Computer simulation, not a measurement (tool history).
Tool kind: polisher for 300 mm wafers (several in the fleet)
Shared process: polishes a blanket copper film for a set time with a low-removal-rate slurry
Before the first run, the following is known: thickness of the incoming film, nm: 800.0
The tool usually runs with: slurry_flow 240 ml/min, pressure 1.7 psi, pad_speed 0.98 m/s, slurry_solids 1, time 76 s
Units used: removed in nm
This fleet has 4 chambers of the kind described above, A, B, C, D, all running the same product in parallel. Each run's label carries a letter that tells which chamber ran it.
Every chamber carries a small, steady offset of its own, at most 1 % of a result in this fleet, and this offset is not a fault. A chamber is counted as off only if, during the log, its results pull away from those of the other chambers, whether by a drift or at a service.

At hour 5.7: chamber A: slurry blender recalibrated.
Run 1C, hour 6.3: usual settings. Result: removed 118.95 nm.
Run 2B, hour 12.8: usual settings. Result: removed 118.39 nm.
At hour 19: chamber C: slurry blender recalibrated.
Run 3A, hour 19.5: usual settings. Result: removed 121.18 nm.
Run 4D, hour 26.2: usual settings. Result: removed 118.49 nm.
Run 5A, hour 32.7: usual settings. Result: removed 122.62 nm.
At hour 33.7: chamber D: worn pad replaced by a new one.
Run 6C, hour 39.2: usual settings. Result: removed 120.57 nm.
At hour 42.4: chamber C: worn pad replaced by a new one.
Run 7B, hour 43.3: usual settings. Result: removed 119.48 nm.
Run 8D, hour 47.2: usual settings. Result: removed 120.32 nm.
At hour 50.2: chamber A: worn pad replaced by a new one.
Run 9A, hour 52.3: usual settings. Result: removed 122.01 nm.
At hour 56.3: chamber B: worn pad replaced by a new one.
Run 10C, hour 57.7: usual settings. Result: removed 120.28 nm.
Run 11B, hour 63: usual settings. Result: removed 117.68 nm.
At hour 67.6: chamber A: slurry nozzle cleaned.
Run 12D, hour 68.3: usual settings but time 65 s. Result: removed 102.19 nm.
Run 13B, hour 75.8: usual settings but time 65 s. Result: removed 101.83 nm.
At hour 77.3: chamber C: head pressure recalibrated.
At hour 77.4: chamber D: slurry blender recalibrated.
At hour 82.2: chamber C: slurry nozzle cleaned.
Run 14D, hour 83.3: usual settings but time 65 s. Result: removed 101.78 nm.
Run 15A, hour 88.1: usual settings but time 65 s. Result: removed 103.36 nm.
Run 16C, hour 95.2: usual settings. Result: removed 117.06 nm.
At hour 97: chamber B: slurry nozzle cleaned.
Run 17B, hour 101.8: usual settings. Result: removed 119.53 nm.
Run 18C, hour 107.6: usual settings. Result: removed 113.9 nm.
Run 19D, hour 115.3: usual settings. Result: removed 120.08 nm.
At hour 116.4: chamber D: worn pad replaced by a new one.
Run 20A, hour 120.2: usual settings. Result: removed 121.38 nm.
Run 21B, hour 124.5: usual settings. Result: removed 118.45 nm.
Run 22A, hour 128.4: usual settings. Result: removed 121.22 nm.
Run 23C, hour 134.4: usual settings. Result: removed 115.34 nm.
At hour 134.6: chamber B: worn pad replaced by a new one.
Run 24D, hour 139.6: usual settings but pad_speed 1.18 m/s, slurry_solids 0.75. Result: removed 136.12 nm.
Run 25D, hour 144.1: usual settings but pad_speed 1.18 m/s, slurry_solids 0.75. Result: removed 136.64 nm.
Run 26B, hour 148.9: usual settings but pad_speed 1.18 m/s, slurry_solids 0.75. Result: removed 135.38 nm.

Is one chamber out of step, is the gauge drifting, or do the chambers differ by no more than their own small offsets? For an off chamber, give its letter and the likeliest cause.

The work done on chamber C during a service left it standing apart from the others.
Cause: head's pressure below its setpoint, % = 3.66.

Here are 4 candidates for chamber C's next run, each the usual settings with a change, their results left as question marks. Which one brings its results back in line with what the others give on the usual settings?
To be in line, a result may differ from the other chambers' mean on the usual settings by at most: removed 2.9 nm
Run 27C-1, hour 154.5: usual settings but slurry_solids 0.8. Result: removed ?.
Run 27C-2, hour 154.5: usual settings but pad_speed 1 m/s, time 78 s. Result: removed ?.
Run 27C-3, hour 154.5: usual settings but pressure 1.8 psi, pad_speed 1.02 m/s. Result: removed ?.
Run 27C-4, hour 154.5: usual settings but time 69 s. Result: removed ?.

The mean the other chambers reach with the usual settings: removed 120.36 nm
  run  removed
27C-1   110.11
27C-2   120.75
27C-3   127.01
27C-4   104.71
Change 27C-2 lands the chamber within the allowed miss of the other chambers.
